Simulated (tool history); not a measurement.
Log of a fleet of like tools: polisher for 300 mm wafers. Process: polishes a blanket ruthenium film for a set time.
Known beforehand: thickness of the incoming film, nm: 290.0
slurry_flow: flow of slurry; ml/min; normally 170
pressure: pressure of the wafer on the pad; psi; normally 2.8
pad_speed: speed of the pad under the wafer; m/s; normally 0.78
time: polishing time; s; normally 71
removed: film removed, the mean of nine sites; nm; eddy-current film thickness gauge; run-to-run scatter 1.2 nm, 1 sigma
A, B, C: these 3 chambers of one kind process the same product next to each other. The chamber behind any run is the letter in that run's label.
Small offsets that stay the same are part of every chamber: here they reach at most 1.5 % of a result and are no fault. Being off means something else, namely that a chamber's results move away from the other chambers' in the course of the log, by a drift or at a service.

run,hour,slurry_flow,pressure,pad_speed,time,removed
# hour 4.5: chamber A: worn pad replaced by a new one
1C,8.2,170,2.8,0.78,71,97.241
2A,13.7,170,2.8,0.78,71,98.204
3B,18.7,170,2.8,0.78,71,100.09
4C,27.1,170,2.8,0.78,71,98.68
# hour 28.1: chamber A: slurry nozzle cleaned
# hour 33.1: chamber C: slurry nozzle cleaned
5B,35.6,170,2.8,0.78,71,100.43
6A,41.8,170,2.4,0.78,71,82.684
7C,47.4,170,2.4,0.78,71,85.83
# hour 49.8: chamber B: worn pad replaced by a new one
# hour 50.8: chamber A: head pressure recalibrated
8B,52.3,170,2.4,0.78,71,84.918
9A,57.2,170,2.8,0.78,71,95.166
10A,65.2,170,2.8,0.78,71,97.189
11B,74.2,170,2.8,0.78,71,100.77
12C,83.9,170,2.8,0.78,71,95.95
13B,94.1,170,2.8,0.78,71,99.635
# hour 101.1: chamber A: worn pad replaced by a new one
14A,104.1,170,2.8,0.78,71,99.137
15C,111.7,170,2.8,0.78,71,94.06
16A,119.4,170,2.8,0.6,51,54.427
17C,128.6,170,2.8,0.6,51,52.444
18B,135.9,170,2.8,0.6,51,54.452
19A,140.4,170,2.8,0.78,71,96.4
20C,149.4,170,2.8,0.78,71,92.527
21B,154.5,170,2.8,0.78,71,100.91
# hour 158.6: chamber B: worn pad replaced by a new one
22A,163.8,170,2.8,0.78,71,96.244
23C,169.3,170,2.8,0.78,71,92.924
24B,178.2,170,2.8,0.78,71,101.39
# hour 183.5: chamber B: slurry nozzle cleaned
25A,188.4,195,2.8,0.78,71,100.72
26C,197.4,195,2.8,0.78,71,92.654
# hour 198.2: chamber A: worn pad replaced by a new one
27B,201.8,195,2.8,0.78,71,103.35
28C,209.3,210,3.5,0.78,71,116.73
29B,217,210,3.5,0.78,71,127.45
30A,224.6,210,3.5,0.78,71,127.28
31B,234.7,170,2.8,0.78,71,99.629
32C,242,170,2.8,0.78,71,88.309
33A,249,170,2.8,0.78,71,95.102
34C,258.6,170,2.8,0.78,71,86.671

Read the log: is a single chamber off, either drifting away or since a service, is the gauge that measures every chamber drifting, or is nothing wrong beyond small per-chamber offsets? Name any odd chamber and what most likely caused it.

It is chamber C that slowly wanders off from its peers.
What lies behind it: removal rate lost through wear of the pad, % = 11.6.
The log may not separate it from: slurry flow missing at the pad, %; head's pressure below its setpoint, %.

Chamber C could run next with any of the 4 candidate recipes listed below; each alters the usual settings, and their results appear as question marks. Which one brings its results back in line with what the other chambers deliver on the usual settings?
In line here means within this much of the mean the other chambers give on the usual settings: removed 4.1 nm
35C-1,266,165,2.5,0.7,71,?
35C-2,266,175,2.8,0.88,71,?
35C-3,266,170,2.6,0.78,67,?
35C-4,266,170,3,0.84,76,?

The other chambers' mean on the usual settings: removed 98.246 nm
run,removed
35C-1,70.186
35C-2,99.258
35C-3,76.946
35C-4,108.18
It is 35C-2 that realigns the chamber with its peers.
